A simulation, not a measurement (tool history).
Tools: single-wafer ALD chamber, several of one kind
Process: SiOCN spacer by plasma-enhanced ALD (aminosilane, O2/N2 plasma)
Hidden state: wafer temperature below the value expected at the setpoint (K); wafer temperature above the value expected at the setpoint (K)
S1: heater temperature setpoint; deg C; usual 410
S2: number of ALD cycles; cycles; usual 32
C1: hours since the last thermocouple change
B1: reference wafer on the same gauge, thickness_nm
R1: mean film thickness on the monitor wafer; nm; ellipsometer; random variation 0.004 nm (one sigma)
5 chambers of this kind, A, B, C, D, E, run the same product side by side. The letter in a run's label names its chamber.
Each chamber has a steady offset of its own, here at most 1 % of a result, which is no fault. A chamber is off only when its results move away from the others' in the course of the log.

run 1C day=0.292 | S1=410 S2=32 | C1=465.5 | B1=1.6706 | R1=1.8645
run 2B day=0.696 | S1=410 S2=32 | C1=1669.4 | B1=1.6705 | R1=1.8713
run 3E day=1.096 | S1=410 S2=32 | C1=222.2 | B1=1.6701 | R1=1.8651
run 4A day=1.546 | S1=410 S2=32 | C1=921.6 | B1=1.6705 | R1=1.8712
run 5D day=1.833 | S1=410 S2=32 | C1=1711.4 | B1=1.67 | R1=1.8593
run 6E day=2.146 | S1=410 S2=32 | C1=247.4 | B1=1.6693 | R1=1.8724
run 7C day=2.412 | S1=410 S2=32 | C1=516.4 | B1=1.6705 | R1=1.8666
run 8A day=2.762 | S1=410 S2=32 | C1=950.8 | B1=1.6698 | R1=1.8761
run 9D day=3.012 | S1=410 S2=32 | C1=1739.7 | B1=1.6705 | R1=1.8569
run 10B day=3.233 | S1=410 S2=32 | C1=1730.3 | B1=1.6697 | R1=1.8783
run 11A day=3.596 | S1=410 S2=32 | C1=970.8 | B1=1.67 | R1=1.8807
run 12C day=3.858 | S1=410 S2=32 | C1=551.1 | B1=1.6696 | R1=1.8568
run 13E day=4.092 | S1=410 S2=32 | C1=294.1 | B1=1.6703 | R1=1.8639
run 14D day=4.371 | S1=410 S2=32 | C1=1772.3 | B1=1.6699 | R1=1.8602
run 15B day=4.588 | S1=410 S2=32 | C1=1762.8 | B1=1.6706 | R1=1.8704
-- day=4.796 chamber B: thermocouple changed; heater temperature recalibrated
run 16E day=4.838 | S1=398 S2=32 | C1=312 | B1=1.6696 | R1=1.9174
run 17A day=5.075 | S1=398 S2=32 | C1=1006.3 | B1=1.6692 | R1=1.9356
run 18B day=5.429 | S1=398 S2=32 | C1=15.3 | B1=1.6698 | R1=1.928
run 19D day=5.908 | S1=398 S2=32 | C1=1809.2 | B1=1.6705 | R1=1.9151
run 20C day=6.346 | S1=398 S2=32 | C1=610.8 | B1=1.6697 | R1=1.9187
run 21E day=6.733 | S1=410 S2=32 | C1=357.5 | B1=1.6687 | R1=1.8731
run 22C day=7.1 | S1=410 S2=32 | C1=628.9 | B1=1.6704 | R1=1.847
run 23D day=7.538 | S1=416 S2=32 | C1=1848.3 | B1=1.6703 | R1=1.8286
run 24B day=7.775 | S1=416 S2=32 | C1=71.6 | B1=1.6691 | R1=1.8333
run 25A day=8.204 | S1=416 S2=32 | C1=1081.4 | B1=1.6695 | R1=1.8382
run 26C day=8.621 | S1=416 S2=32 | C1=665.4 | B1=1.67 | R1=1.8109
run 27A day=8.896 | S1=416 S2=32 | C1=1098 | B1=1.6702 | R1=1.8383
run 28B day=9.325 | S1=410 S2=32 | C1=108.8 | B1=1.6691 | R1=1.868
run 29E day=9.708 | S1=410 S2=32 | C1=428.9 | B1=1.6704 | R1=1.87
run 30D day=9.962 | S1=399 S2=38 | C1=1906.5 | B1=1.6705 | R1=2.2769
run 31A day=10.288 | S1=399 S2=38 | C1=1131.4 | B1=1.6698 | R1=2.3032
run 32D day=10.579 | S1=399 S2=38 | C1=1921.3 | B1=1.67 | R1=2.2823
run 33C day=10.867 | S1=399 S2=38 | C1=719.3 | B1=1.6701 | R1=2.2626
run 34E day=11.092 | S1=399 S2=38 | C1=462.1 | B1=1.6702 | R1=2.2868
run 35B day=11.471 | S1=410 S2=32 | C1=160.3 | B1=1.6699 | R1=1.8699
run 36A day=11.883 | S1=410 S2=32 | C1=1169.7 | B1=1.67 | R1=1.8839
run 37D day=12.158 | S1=410 S2=32 | C1=1959.2 | B1=1.6704 | R1=1.861
run 38B day=12.458 | S1=410 S2=32 | C1=184 | B1=1.6706 | R1=1.8736
run 39C day=12.804 | S1=410 S2=32 | C1=765.8 | B1=1.6694 | R1=1.8287
run 40E day=13.242 | S1=410 S2=32 | C1=513.7 | B1=1.6687 | R1=1.8676
run 41C day=13.479 | S1=410 S2=32 | C1=782 | B1=1.67 | R1=1.832
run 42B day=13.808 | S1=410 S2=35 | C1=216.4 | B1=1.6695 | R1=2.0457
run 43A day=14.021 | S1=410 S2=35 | C1=1221 | B1=1.6695 | R1=2.057

Next, every chamber runs the same settings. What will each give?
run 44A day=14.367 | S1=410 S2=32 | R1=?
run 44B day=14.367 | S1=410 S2=32 | R1=?
run 44C day=14.367 | S1=410 S2=32 | R1=?
run 44D day=14.367 | S1=410 S2=32 | R1=?
run 44E day=14.367 | S1=410 S2=32 | R1=?

run=44A R1=1.8788
run=44B R1=1.8711
run=44C R1=1.8396
run=44D R1=1.8664
run=44E R1=1.865

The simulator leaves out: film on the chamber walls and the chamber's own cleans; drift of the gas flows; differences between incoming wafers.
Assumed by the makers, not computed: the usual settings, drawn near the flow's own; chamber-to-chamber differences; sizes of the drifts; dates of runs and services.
